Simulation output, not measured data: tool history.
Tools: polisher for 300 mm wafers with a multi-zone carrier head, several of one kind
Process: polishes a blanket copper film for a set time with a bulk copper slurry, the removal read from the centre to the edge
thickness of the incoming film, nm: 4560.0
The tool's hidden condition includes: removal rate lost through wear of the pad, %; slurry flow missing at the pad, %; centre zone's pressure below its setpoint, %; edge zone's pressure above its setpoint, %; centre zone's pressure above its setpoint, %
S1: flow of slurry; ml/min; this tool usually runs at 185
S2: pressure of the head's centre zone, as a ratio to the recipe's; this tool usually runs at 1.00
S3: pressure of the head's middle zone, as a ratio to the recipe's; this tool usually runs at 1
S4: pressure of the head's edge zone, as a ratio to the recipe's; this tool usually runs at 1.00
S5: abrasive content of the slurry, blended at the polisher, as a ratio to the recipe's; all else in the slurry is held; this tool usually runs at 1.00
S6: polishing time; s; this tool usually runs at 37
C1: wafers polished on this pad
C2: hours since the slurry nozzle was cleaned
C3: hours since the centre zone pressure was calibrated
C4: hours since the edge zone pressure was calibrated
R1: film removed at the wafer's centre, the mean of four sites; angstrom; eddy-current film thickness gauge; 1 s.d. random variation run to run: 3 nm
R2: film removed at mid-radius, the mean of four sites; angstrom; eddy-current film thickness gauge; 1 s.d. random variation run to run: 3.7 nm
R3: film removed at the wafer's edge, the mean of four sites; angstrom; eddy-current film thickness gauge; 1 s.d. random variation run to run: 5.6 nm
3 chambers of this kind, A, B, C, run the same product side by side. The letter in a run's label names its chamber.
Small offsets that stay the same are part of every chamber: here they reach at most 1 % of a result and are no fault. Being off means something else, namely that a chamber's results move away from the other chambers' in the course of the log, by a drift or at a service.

run	hour	S1	S2	S3	S4	S5	S6	C1	C2	C3	C4	R1	R2	R3
# hour 4.1: chamber B: worn pad replaced by a new one
1B	5.8	185	1.00	1	1.00	1.00	37	15	28.1	692.7	465.2	3792.2	3817.4	3919.9
2A	15.8	185	1.00	1	1.00	1.00	37	144	112.9	1026.1	579.9	3795.0	3799.5	3741.3
3C	21.3	185	1.00	1	1.00	1.00	37	272	161.2	363.2	566.2	3829.9	3807.6	3791.2
4B	29.7	185	1.00	1	1.00	1.00	37	222	52.0	716.6	489.1	3826.3	3822.2	3760.6
5A	39.3	185	1.00	1	1.00	1.00	37	348	136.4	1049.6	603.4	3831.2	3739.5	3847.1
6C	49.0	185	1.00	1	1.00	1.00	37	512	188.9	390.9	593.9	3795.7	3743.8	3729.9
7B	57.2	185	1.00	1	1.00	1.00	37	460	79.5	744.1	516.6	3771.2	3788.6	3821.7
8C	67.1	185	1.00	1	1.00	1.00	37	669	207.0	409.0	612.0	3685.2	3785.4	3814.2
9A	74.2	185	1.00	1	1.00	1.00	37	650	171.3	1084.5	638.3	3853.2	3819.5	3864.2
10A	82.0	185	1.00	1	1.00	1.00	37	718	179.1	1092.3	646.1	3757.5	3820.6	3804.6
11C	86.8	185	1.07	1	1.00	0.80	37	839	226.7	428.7	631.7	3869.2	3660.3	3598.9
# hour 89.8: chamber A: centre zone pressure recalibrated
12B	95.3	185	1.07	1	1.00	0.80	37	790	117.6	782.2	554.7	3897.2	3577.6	3703.4
13A	100.7	185	1.07	1	1.00	0.80	37	880	197.8	10.9	664.8	3611.1	3634.6	3541.0
# hour 102.3: chamber A: worn pad replaced by a new one
# hour 103.4: chamber A: edge zone pressure recalibrated
14C	109.3	185	1.00	1	1.00	1.00	37	1034	249.2	451.2	654.2	3780.4	3699.7	3748.4
15B	114.9	185	1.00	1	1.00	1.00	37	960	137.2	801.8	574.3	3819.7	3721.0	3807.7
# hour 119.5: chamber C: worn pad replaced by a new one
16C	122.0	185	1.00	1	1.00	1.00	37	21	261.9	463.9	666.9	3732.4	3700.6	3854.3
# hour 128.0: chamber B: worn pad replaced by a new one
17A	129.5	185	1.00	1	1.00	1.00	37	236	226.6	39.7	26.2	3524.3	3776.1	3741.1
18B	134.6	185	1.00	1	1.00	1.00	37	57	156.9	821.5	594.0	3801.8	3842.6	3762.4
19A	139.3	185	1.00	1	1.00	1.00	37	321	236.4	49.5	36.0	3512.2	3721.9	3798.9
# hour 140.7: chamber B: edge zone pressure recalibrated
20C	145.2	185	1.00	1	1.00	1.00	37	222	285.1	487.1	690.1	3719.1	3760.7	3858.7
21B	154.5	185	1.00	1	1.00	1.00	37	230	176.8	841.4	13.8	3836.3	3807.4	3897.6
22C	160.3	185	1.00	1	1.00	1.00	37	353	300.2	502.2	705.2	3839.6	3782.0	3776.5
23B	165.8	185	1.00	1	1.00	1.00	37	328	188.1	852.7	25.1	3801.6	3808.4	3762.0
24A	170.7	185	1.00	1	1.00	1.00	37	593	267.8	80.9	67.4	3514.5	3741.0	3846.4
25A	176.0	185	1.00	1	1.00	1.15	37	639	273.1	86.2	72.7	3627.2	3821.1	3895.0
# hour 179.7: chamber C: slurry nozzle cleaned
26B	184.1	185	1.00	1	1.00	1.15	37	486	206.4	871.0	43.4	3882.6	3902.6	3896.2
27C	189.6	185	1.00	1	1.00	1.15	37	607	10.0	531.5	734.5	3883.6	3888.5	3922.1
28B	197.4	185	1.00	1	1.00	1.00	37	601	219.7	884.3	56.7	3797.8	3691.5	3811.0
29C	204.0	185	1.00	1	1.00	1.00	37	732	24.4	545.9	748.9	3707.8	3791.7	3788.1
# hour 211.7: chamber A: worn pad replaced by a new one
30A	212.8	185	1.00	1	1.00	1.00	37	9	309.9	123.0	109.5	3485.9	3785.3	3710.6
31A	217.4	185	1.00	1	1.00	1.00	37	49	314.5	127.6	114.1	3564.1	3758.6	3775.2
32B	226.2	185	1.00	1	1.00	1.00	37	851	248.5	913.1	85.5	3878.9	3769.0	3796.0
33C	232.5	250	1.05	1	1.00	1.00	37	979	52.9	574.4	777.4	4136.5	3899.9	3847.4
34B	238.0	250	1.05	1	1.00	1.00	37	953	260.3	924.9	97.3	4170.1	3982.6	3909.1
35C	243.0	250	1.05	1	1.00	1.00	37	1070	63.4	584.9	787.9	4107.2	3865.6	3907.8
36A	252.7	185	1.00	1	1.00	1.00	37	355	349.8	162.9	149.4	3511.2	3787.4	3895.4

The same settings go to every chamber for the next run, one line per chamber below. Forecast the results for each:
37A	260.0	185	1.00	1	0.89	1.00	37					?	?	?
37B	260.0	185	1.00	1	0.89	1.00	37					?	?	?
37C	260.0	185	1.00	1	0.89	1.00	37					?	?	?

run	R1	R2	R3
37A	3453.4	3810.6	3590.3
37B	3798.4	3814.2	3462.8
37C	3757.0	3786.2	3574.1
